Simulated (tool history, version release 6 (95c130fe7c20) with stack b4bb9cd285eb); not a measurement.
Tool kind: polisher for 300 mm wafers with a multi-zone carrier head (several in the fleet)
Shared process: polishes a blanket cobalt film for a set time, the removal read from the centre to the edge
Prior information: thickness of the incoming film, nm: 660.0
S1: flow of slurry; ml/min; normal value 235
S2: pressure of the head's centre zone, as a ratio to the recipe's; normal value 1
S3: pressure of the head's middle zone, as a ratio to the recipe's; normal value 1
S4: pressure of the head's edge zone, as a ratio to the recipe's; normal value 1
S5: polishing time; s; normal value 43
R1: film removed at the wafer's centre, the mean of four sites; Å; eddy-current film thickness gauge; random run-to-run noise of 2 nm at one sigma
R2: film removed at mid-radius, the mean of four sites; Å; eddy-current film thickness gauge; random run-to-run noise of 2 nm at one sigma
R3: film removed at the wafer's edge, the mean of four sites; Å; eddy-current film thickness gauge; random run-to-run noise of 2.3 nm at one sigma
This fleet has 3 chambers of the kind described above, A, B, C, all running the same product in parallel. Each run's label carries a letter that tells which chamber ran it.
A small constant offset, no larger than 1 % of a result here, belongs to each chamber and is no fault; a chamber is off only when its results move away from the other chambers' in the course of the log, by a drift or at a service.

run 1C hour=8.4 | S1=235 S2=1 S3=1 S4=1 S5=43 | R1=2220.8 R2=2215.4 R3=2264
-- hour=9.8 chamber B: worn pad replaced by a new one
-- hour=13.8 chamber A: worn pad replaced by a new one
run 2B hour=17 | S1=235 S2=1 S3=1 S4=1 S5=43 | R1=2199.8 R2=2205.1 R3=2168.4
run 3A hour=23.4 | S1=235 S2=1 S3=1 S4=1 S5=43 | R1=2199 R2=2199.3 R3=2268.7
run 4B hour=29.6 | S1=235 S2=1 S3=1 S4=1 S5=43 | R1=2208.8 R2=2192.8 R3=2200.2
run 5A hour=35.8 | S1=235 S2=1 S3=1 S4=1 S5=43 | R1=2243.9 R2=2231.1 R3=2220.9
-- hour=38.3 chamber C: worn pad replaced by a new one
run 6C hour=43.6 | S1=235 S2=1 S3=1 S4=1 S5=43 | R1=2207 R2=2226.2 R3=2200.8
run 7A hour=52.9 | S1=235 S2=1 S3=1 S4=1 S5=43 | R1=2204.9 R2=2262.6 R3=2244
run 8C hour=61 | S1=235 S2=1 S3=1 S4=1 S5=43 | R1=2215.4 R2=2184.8 R3=2170.7
-- hour=66.1 chamber B: worn pad replaced by a new one
run 9B hour=67.5 | S1=235 S2=1 S3=1 S4=1 S5=43 | R1=2200.9 R2=2199.7 R3=2197.2
-- hour=71.4 chamber A: worn pad replaced by a new one
run 10B hour=75.5 | S1=235 S2=1 S3=1 S4=1 S5=43 | R1=2227.4 R2=2221.8 R3=2214.1
run 11A hour=85.2 | S1=170 S2=1.08 S3=1 S4=1 S5=43 | R1=2277.9 R2=2100.3 R3=2170.9
-- hour=92.2 chamber B: centre zone pressure recalibrated
-- hour=95.6 chamber C: worn pad replaced by a new one
run 12C hour=95.7 | S1=170 S2=1.08 S3=1 S4=1 S5=43 | R1=2232.2 R2=2141.5 R3=2135.6
run 13B hour=102.1 | S1=170 S2=1.08 S3=1 S4=1 S5=43 | R1=2296.1 R2=2108.4 R3=2144.3
run 14C hour=107.6 | S1=235 S2=1 S3=1 S4=1 S5=43 | R1=2210.4 R2=2199.4 R3=2249.9
-- hour=114.8 chamber A: slurry nozzle cleaned
run 15A hour=115.4 | S1=235 S2=1 S3=1 S4=1 S5=43 | R1=2219.6 R2=2209 R3=2227.7
run 16C hour=124.2 | S1=235 S2=1 S3=1 S4=1 S5=43 | R1=2186.6 R2=2219.3 R3=2173
-- hour=132.5 chamber B: worn pad replaced by a new one
run 17B hour=134.6 | S1=235 S2=1 S3=1 S4=1 S5=43 | R1=2229.2 R2=2203.5 R3=2182.3
-- hour=137.3 chamber A: worn pad replaced by a new one
run 18A hour=145.3 | S1=235 S2=1 S3=1 S4=1 S5=43 | R1=2228.9 R2=2220.8 R3=2226.5
run 19B hour=156.2 | S1=235 S2=1 S3=1 S4=1 S5=43 | R1=2234.5 R2=2226 R3=2198.6
run 20A hour=163.6 | S1=235 S2=1 S3=1 S4=1 S5=43 | R1=2207.5 R2=2224.3 R3=2220.5
-- hour=165.3 chamber C: worn pad replaced by a new one
run 21C hour=174.2 | S1=155 S2=1 S3=1 S4=1 S5=43 | R1=2001.3 R2=2022.7 R3=2073.4
run 22A hour=181.2 | S1=155 S2=1 S3=1 S4=1 S5=43 | R1=2066.2 R2=2081.3 R3=2153.1
run 23C hour=186.1 | S1=155 S2=1 S3=1 S4=1 S5=43 | R1=2021.6 R2=2047.4 R3=2082.6
-- hour=187.9 chamber B: worn pad replaced by a new one
run 24B hour=192.4 | S1=235 S2=1 S3=1 S4=1 S5=43 | R1=2235.5 R2=2224.6 R3=2226
-- hour=196.2 chamber A: worn pad replaced by a new one
run 25A hour=199.5 | S1=310 S2=1 S3=1 S4=1 S5=54 | R1=2886.6 R2=2927.9 R3=2868
run 26C hour=209.3 | S1=310 S2=1 S3=1 S4=1 S5=54 | R1=2800 R2=2862 R3=2809.8
run 27B hour=214.9 | S1=310 S2=1 S3=1 S4=1 S5=54 | R1=2866.8 R2=2884.6 R3=2839.7
run 28C hour=225 | S1=235 S2=1 S3=1 S4=1 S5=43 | R1=2124.8 R2=2154.3 R3=2185.4
run 29B hour=230.1 | S1=235 S2=1 S3=1 S4=1 S5=43 | R1=2219.6 R2=2231.6 R3=2198.1
-- hour=231.2 chamber C: worn pad replaced by a new one
run 30A hour=235 | S1=235 S2=1 S3=1 S4=1 S5=43 | R1=2244.6 R2=2207.8 R3=2249
-- hour=242.1 chamber B: worn pad replaced by a new one
run 31B hour=243.5 | S1=235 S2=1 S3=1 S4=1 S5=43 | R1=2257.3 R2=2198.7 R3=2218.9
-- hour=251.1 chamber A: worn pad replaced by a new one
-- hour=252.7 chamber C: edge zone pressure recalibrated
run 32A hour=254.4 | S1=235 S2=1 S3=1 S4=1 S5=43 | R1=2201.6 R2=2199.4 R3=2258.6
run 33C hour=263.8 | S1=235 S2=1 S3=1 S4=1 S5=43 | R1=2111.7 R2=2141 R3=2141.6
run 34A hour=270.5 | S1=235 S2=1 S3=1 S4=1 S5=43 | R1=2226.9 R2=2228.2 R3=2243.5
run 35C hour=278.8 | S1=235 S2=1 S3=1 S4=1 S5=43 | R1=2121.2 R2=2088.1 R3=2172.7
run 36B hour=285.4 | S1=235 S2=1 S3=1 S4=1 S5=43 | R1=2287.8 R2=2228.4 R3=2238.9
-- hour=287.8 chamber C: worn pad replaced by a new one
run 37A hour=294.6 | S1=235 S2=1 S3=1 S4=1 S5=43 | R1=2221.9 R2=2216.5 R3=2295.5
run 38B hour=302.7 | S1=235 S2=1 S3=1 S4=1 S5=43 | R1=2221.5 R2=2213 R3=2168.1
run 39C hour=307.7 | S1=235 S2=1 S3=1 S4=1 S5=43 | R1=2070.7 R2=2113.8 R3=2105.8

One chamber off, gauge drift, or nothing amiss beyond the chambers' own small offsets? If it is a chamber, which one, and what is the likeliest cause?

Little by little, chamber C moves away from the other chambers.
What lies behind it: slurry flow missing at the pad, % = 28.8.

Below are 4 candidate recipes for chamber C's next run, each the usual settings with a change, their results shown as question marks. Which of them brings C's results back in line with what the other chambers give on the usual settings?
Allowed miss from the other chambers' usual-settings mean, per result, to count as in line: R1 70 Å; R2 70 Å; R3 80 Å
run 40C-1 hour=315.6 | S1=245 S2=1.03 S3=1.02 S4=0.98 S5=47 | R1=? R2=? R3=?
run 40C-2 hour=315.6 | S1=230 S2=0.98 S3=0.99 S4=1.01 S5=41 | R1=? R2=? R3=?
run 40C-3 hour=315.6 | S1=225 S2=0.96 S3=0.98 S4=1.03 S5=40 | R1=? R2=? R3=?
run 40C-4 hour=315.6 | S1=240 S2=1.02 S3=1.01 S4=0.99 S5=45 | R1=? R2=? R3=?

Usual-settings mean across the other chambers: R1 2235.3 Å; R2 2215.3 Å; R3 2220.8 Å
run=40C-1 R1=2385.2 R2=2341.6 R3=2345.2
run=40C-2 R1=1946.2 R2=1966.2 R3=2063.5
run=40C-3 R1=1847.9 R2=1893 R3=2029
run=40C-4 R1=2250.5 R2=2214 R3=2252.2
With 40C-4, the chamber falls back in line with the rest.
